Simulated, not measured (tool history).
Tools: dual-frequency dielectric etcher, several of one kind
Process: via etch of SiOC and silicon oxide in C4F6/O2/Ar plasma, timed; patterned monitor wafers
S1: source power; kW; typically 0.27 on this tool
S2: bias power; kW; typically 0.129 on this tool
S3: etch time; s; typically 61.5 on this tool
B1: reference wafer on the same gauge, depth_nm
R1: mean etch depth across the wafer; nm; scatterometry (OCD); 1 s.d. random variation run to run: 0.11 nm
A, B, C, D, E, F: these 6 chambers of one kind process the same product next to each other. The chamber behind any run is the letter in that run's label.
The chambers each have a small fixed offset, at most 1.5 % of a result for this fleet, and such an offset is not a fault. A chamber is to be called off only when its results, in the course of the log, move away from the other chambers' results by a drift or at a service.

| run | hour | S1 | S2 | S3 | B1 | R1 |
|---|---|---|---|---|---|---|
| 1E | 8.2 | 0.27 | 0.129 | 61.5 | 61.544 | 53.76 |
| 2D | 16.4 | 0.27 | 0.129 | 61.5 | 61.506 | 53.018 |
| 3A | 24.8 | 0.27 | 0.129 | 61.5 | 61.485 | 53.554 |
| 4B | 35.3 | 0.27 | 0.129 | 61.5 | 61.483 | 53.861 |
| 5F | 41.1 | 0.27 | 0.129 | 61.5 | 61.498 | 53.789 |
| 6C | 46.1 | 0.27 | 0.129 | 61.5 | 61.499 | 53.728 |
| 7B | 55.2 | 0.27 | 0.129 | 61.5 | 61.477 | 53.976 |
| 8A | 65 | 0.27 | 0.129 | 61.5 | 61.476 | 53.615 |
| 9F | 74.7 | 0.27 | 0.129 | 61.5 | 61.51 | 53.791 |
| 10D | 84.9 | 0.27 | 0.129 | 61.5 | 61.484 | 52.933 |
| 11C | 92.5 | 0.27 | 0.129 | 61.5 | 61.509 | 53.837 |
| 12E | 101 | 0.27 | 0.129 | 61.5 | 61.515 | 53.938 |
| 13B | 109.9 | 0.27 | 0.129 | 61.5 | 61.496 | 53.88 |
| 14E | 114.5 | 0.27 | 0.129 | 61.5 | 61.486 | 53.99 |
| 15C | 122.8 | 0.27 | 0.129 | 61.5 | 61.482 | 53.702 |
| 16A | 131.6 | 0.27 | 0.129 | 61.5 | 61.497 | 53.626 |
| 17F | 138.8 | 0.27 | 0.129 | 61.5 | 61.528 | 53.651 |
| 18D | 148.2 | 0.27 | 0.129 | 61.5 | 61.484 | 52.57 |
| 19B | 153.8 | 0.34 | 0.129 | 72 | 61.522 | 68.883 |
| 20F | 164.4 | 0.34 | 0.129 | 72 | 61.499 | 68.745 |
| 21C | 172 | 0.34 | 0.129 | 72 | 61.489 | 68.501 |
| 22E | 180.8 | 0.34 | 0.129 | 72 | 61.515 | 69.358 |
| 23A | 187.9 | 0.34 | 0.129 | 72 | 61.479 | 68.593 |
| 24D | 198.2 | 0.34 | 0.129 | 72 | 61.487 | 67.511 |
| 25D | 203.7 | 0.27 | 0.129 | 61.5 | 61.525 | 52.361 |
| 26E | 208.9 | 0.27 | 0.129 | 61.5 | 61.502 | 53.909 |
| 27B | 215.6 | 0.27 | 0.129 | 61.5 | 61.512 | 53.89 |
| 28A | 220.5 | 0.27 | 0.1 | 61.5 | 61.501 | 49.588 |
|  | 228.9 | chamber F: wet clean of the chamber |
| 29C | 230.7 | 0.27 | 0.1 | 61.5 | 61.496 | 49.771 |
| 30F | 238.6 | 0.27 | 0.1 | 61.5 | 61.5 | 49.912 |
| 31C | 244.6 | 0.27 | 0.1 | 61.5 | 61.507 | 49.444 |
| 32A | 251.4 | 0.27 | 0.1 | 61.5 | 61.495 | 49.615 |
| 33D | 256.8 | 0.27 | 0.1 | 61.5 | 61.505 | 48.391 |
| 34B | 267.2 | 0.27 | 0.129 | 61.5 | 61.488 | 53.895 |
| 35F | 272.6 | 0.27 | 0.129 | 61.5 | 61.479 | 53.981 |
| 36E | 278 | 0.27 | 0.129 | 61.5 | 61.489 | 53.857 |
| 37A | 285.6 | 0.27 | 0.129 | 61.5 | 61.54 | 53.712 |
| 38B | 290.8 | 0.27 | 0.129 | 61.5 | 61.506 | 53.899 |

Does one chamber stand apart from the rest, does the shared gauge drift, or is all well apart from small per-chamber offsets? Give the chamber and the most likely cause, where there is one.

It is chamber D that slowly wanders off from its peers.
Cause: etch rate under this chamber's usual, % = 1.8.
The log may not tell that from: source power that arrives under what is set, %; bias power that arrives under what is set, %.

Below are 4 candidate recipes for chamber D's next run, each the usual settings with a change, their results shown as question marks. Which of them brings D's results back in line with what the other chambers give on the usual settings?
A result is in line if it is within this distance of the other chambers' mean on the usual settings: R1 0.43 nm
| 39D-1 | 298.4 | 0.27 | 0.13 | 64.5 |  | ? |
| 39D-2 | 298.4 | 0.25 | 0.129 | 61.5 |  | ? |
| 39D-3 | 298.4 | 0.27 | 0.13 | 63.5 |  | ? |
| 39D-4 | 298.4 | 0.27 | 0.129 | 58.5 |  | ? |

The mean the other chambers reach with the usual settings: R1 53.733 nm
| run | R1 |
|---|---|
| 39D-1 | 54.755 |
| 39D-2 | 50.513 |
| 39D-3 | 53.906 |
| 39D-4 | 49.543 |
It is 39D-3 that realigns the chamber with its peers.

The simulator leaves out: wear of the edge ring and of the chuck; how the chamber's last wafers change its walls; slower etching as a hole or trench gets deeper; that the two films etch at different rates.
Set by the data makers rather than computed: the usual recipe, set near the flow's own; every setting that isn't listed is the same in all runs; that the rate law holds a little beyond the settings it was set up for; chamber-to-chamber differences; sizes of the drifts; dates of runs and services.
